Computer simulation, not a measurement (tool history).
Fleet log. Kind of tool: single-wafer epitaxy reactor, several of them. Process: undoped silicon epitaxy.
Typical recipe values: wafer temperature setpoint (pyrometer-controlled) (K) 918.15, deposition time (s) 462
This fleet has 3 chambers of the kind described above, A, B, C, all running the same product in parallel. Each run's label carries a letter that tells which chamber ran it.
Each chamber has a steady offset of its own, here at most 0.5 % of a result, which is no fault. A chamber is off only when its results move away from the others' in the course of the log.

run    day  wafer temperature setpoint (pyrometer-controlled) (K)  deposition time (s)  hours since the last pyrometer calibration  read-back reference wafer on the same gauge, thickness_nm  mean film thickness on the monitor wafer (Å)
 1A  0.133                                                 918.15                  462                                      1166.5                                                     67.397                                        699.97
 2C  0.371                                                 918.15                  462                                       432.2                                                     67.348                                        694.28
 3B  0.608                                                 918.15                  462                                      1326.1                                                     67.401                                         695.2
 4C  0.746                                                 918.15                  462                                       441.2                                                     67.422                                        693.48
 5A  0.925                                                 918.15                  462                                      1185.5                                                     67.412                                        694.87
 6B  1.175                                                 918.15                  462                                      1339.7                                                     67.406                                        695.13
 7B  1.304                                                 913.15                  462                                      1342.8                                                     67.391                                        622.58
 8C  1.433                                                 913.15                  462                                       457.7                                                     67.368                                        620.95
 9A  1.667                                                 913.15                  462                                      1203.3                                                     67.407                                        627.72
10C    1.9                                                 918.15                  462                                       468.9                                                     67.339                                        697.26
11B  2.142                                                 918.15                  462                                      1362.9                                                     67.453                                        689.39
12A  2.388                                                 918.15                  462                                      1220.6                                                     67.367                                        698.63
13C  2.667                                                 918.15                  462                                       487.3                                                     67.394                                        695.71
14B  2.921                                                 918.15                  462                                      1381.6                                                     67.413                                        689.42
15A  3.117                                                 918.15                  462                                      1238.1                                                     67.396                                        700.19
16B  3.346                                                 928.15                  501                                      1391.8                                                     67.402                                         922.3
17A  3.517                                                 928.15                  501                                      1247.7                                                     67.403                                        945.71
18C  3.675                                                 928.15                  501                                       511.5                                                     67.389                                        933.99
19B  3.862                                                 918.15                  462                                      1404.2                                                     67.434                                        683.54
20A  4.129                                                 918.15                  462                                      1262.4                                                     67.384                                        698.32
21C  4.292                                                 924.15                  386                                       526.3                                                     67.422                                        660.52
22A  4.512                                                 924.15                  386                                      1271.6                                                     67.427                                        666.89
23C  4.646                                                 924.15                  386                                       534.8                                                     67.419                                        661.46
24B  4.862                                                 918.15                  462                                      1428.2                                                     67.409                                        680.64
25C      5                                                 914.15                  493                                       543.3                                                     67.437                                        679.48
26B  5.162                                                 914.15                  493                                      1435.4                                                     67.382                                        662.52
27A  5.325                                                 914.15                  493                                      1291.1                                                     67.415                                        679.09
28C  5.579                                                 931.15                  462                                       557.2                                                      67.37                                        913.09
29B  5.825                                                 931.15                  462                                      1451.3                                                      67.33                                        897.13
30A  6.033                                                 931.15                  462                                      1308.1                                                     67.347                                        928.59
31C  6.312                                                 918.15                  462                                       574.8                                                     67.337                                        693.32
32A  6.492                                                 918.15                  462                                      1319.1                                                     67.381                                        696.75
33B  6.617                                                 918.15                  462                                      1470.3                                                      67.33                                        672.74
34A  6.838                                                 918.15                  462                                      1327.4                                                     67.396                                         700.3
35C  7.117                                                 918.15                  462                                       594.1                                                     67.425                                        696.72
36B  7.283                                                 918.15                  462                                      1486.3                                                     67.385                                        669.87
37B  7.425                                                 918.15                  462                                      1489.7                                                     67.364                                        671.65
38A    7.7                                                 918.15                  462                                      1348.1                                                     67.404                                        698.74
39C  7.854                                                 918.15                  462                                       611.8                                                     67.367                                        694.71
40B  8.104                                                 924.15                  414                                        1506                                                      67.38                                        679.59
41C  8.346                                                 924.15                  414                                       623.6                                                     67.378                                        710.99
42A  8.608                                                 924.15                  414                                      1369.9                                                     67.355                                        712.79

All chambers now run identical settings, listed one chamber a line with results as question marks. What results will each chamber show?
43A  8.812                                                 918.15                  401                                                                                                                                                    ?
43B  8.812                                                 918.15                  401                                                                                                                                                    ?
43C  8.812                                                 918.15                  401                                                                                                                                                    ?

run  mean film thickness on the monitor wafer (Å)
43A                                        605.07
43B                                        578.52
43C                                        606.62
